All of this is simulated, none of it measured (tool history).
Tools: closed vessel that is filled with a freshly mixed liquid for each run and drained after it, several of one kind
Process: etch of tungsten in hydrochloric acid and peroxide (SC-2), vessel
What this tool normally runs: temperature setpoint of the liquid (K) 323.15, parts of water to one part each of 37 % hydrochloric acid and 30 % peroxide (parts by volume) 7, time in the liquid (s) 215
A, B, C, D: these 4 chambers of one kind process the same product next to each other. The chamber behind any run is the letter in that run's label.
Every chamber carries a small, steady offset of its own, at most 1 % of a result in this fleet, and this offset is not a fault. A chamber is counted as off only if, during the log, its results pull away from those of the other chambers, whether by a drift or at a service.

run,day,temperature setpoint of the liquid (K),parts of water to one part each of 37 % hydrochloric acid and 30 % peroxide (parts by volume),time in the liquid (s),hours since the thermometer was replaced,hours since the chemicals flow meter was replaced,hours since the drum of peroxide was connected,"read-back film thickness of the tungsten reference wafer, read on the same gauge (nm)",thickness taken off the tungsten on a monitor wafer (angstrom)
1D,0.204,323.15,7,215,407.4,114.8,321.8,130.00,580.41
2A,0.379,323.15,7,215,139.7,1016.9,157.2,130.02,577.95
3B,0.692,323.15,7,215,594.4,1175.6,508.1,130.03,584.08
4C,0.942,323.15,7,215,1394.3,145.7,58.4,130.00,591.24
5A,1.100,323.15,7,215,157.0,1034.2,174.5,130.04,579.60
6C,1.300,323.15,7,215,1402.9,154.3,67.0,130.05,579.69
7B,1.588,323.15,7,215,615.9,1197.1,529.6,130.05,583.77
8D,1.875,323.15,7,215,447.5,154.9,361.9,130.00,579.01
9D,2.221,323.15,7,215,455.8,163.2,370.2,130.04,565.96
10B,2.525,323.15,7,215,638.4,1219.6,552.1,129.97,579.76
11A,2.762,323.15,7,215,196.9,1074.1,214.4,129.96,575.56
12C,3.075,323.15,7,215,1445.5,196.9,109.6,129.99,584.83
13C,3.300,323.15,7,215,1450.9,202.3,115.0,129.97,587.14
14A,3.621,323.15,7,215,217.5,1094.7,235.0,130.05,576.21
15D,3.912,323.15,7,215,496.4,203.8,410.8,130.00,569.52
16B,4.133,323.15,7,215,677.0,1258.2,590.7,129.97,585.53
17C,4.483,323.15,7,215,1479.3,230.7,143.4,130.00,583.58
18D,4.762,323.15,7,215,516.8,224.2,431.2,130.01,566.36
19B,5.092,323.15,7,215,700.0,1281.2,613.7,129.98,587.38
20A,5.388,323.15,7,215,259.9,1137.1,277.4,130.03,569.38
21A,5.571,323.15,7,215,264.3,1141.5,281.8,130.03,586.15
22B,5.738,323.15,7,215,715.5,1296.7,629.2,130.07,587.40
23C,6.042,323.15,7,215,1516.7,268.1,180.8,129.99,587.95
24D,6.233,323.15,7,215,552.1,259.5,466.5,130.01,552.46
25A,6.496,323.15,7,315,286.5,1163.7,304.0,130.02,850.36
26C,6.688,323.15,7,315,1532.2,283.6,196.3,130.03,849.21
27D,6.900,323.15,7,315,568.1,275.5,482.5,129.97,796.76
28B,7.196,323.15,7,315,750.5,1331.7,664.2,130.02,857.85
29C,7.358,323.15,7,215,1548.3,299.7,212.4,130.00,579.32
30B,7.546,323.15,7,215,758.9,1340.1,672.6,130.01,584.12
31D,7.779,323.15,7,215,589.2,296.6,503.6,129.93,546.20

Does one chamber stand apart from the rest, does the shared gauge drift, or is all well apart from small per-chamber offsets? Give the chamber and the most likely cause, where there is one.

Little by little, chamber D moves away from the other chambers.
What lies behind it: liquid colder than its thermometer reads (K) = 0.858.
Not necessarily distinguishable in this log from: chemicals flow below the setpoint (%); peroxide weaker than its label (%).

Which of the 4 candidates below, each the usual settings with something changed and its results left as question marks, puts chamber D back in line with what the other chambers give on the usual settings?
Maximum distance from the other chambers' mean on the usual settings for a result to count as in line: thickness taken off the tungsten on a monitor wafer (angstrom) 15.00
32D-1,8.038,323.15,7,230,,,,,?
32D-2,8.038,323.15,7,210,,,,,?
32D-3,8.038,322.15,7,215,,,,,?
32D-4,8.038,323.65,7,215,,,,,?

The mean the other chambers reach with the usual settings: thickness taken off the tungsten on a monitor wafer (angstrom) 581.42
run,thickness taken off the tungsten on a monitor wafer (angstrom)
32D-1,578.23
32D-2,527.95
32D-3,506.06
32D-4,558.54
32D-1 puts the chamber back in line with the other chambers.

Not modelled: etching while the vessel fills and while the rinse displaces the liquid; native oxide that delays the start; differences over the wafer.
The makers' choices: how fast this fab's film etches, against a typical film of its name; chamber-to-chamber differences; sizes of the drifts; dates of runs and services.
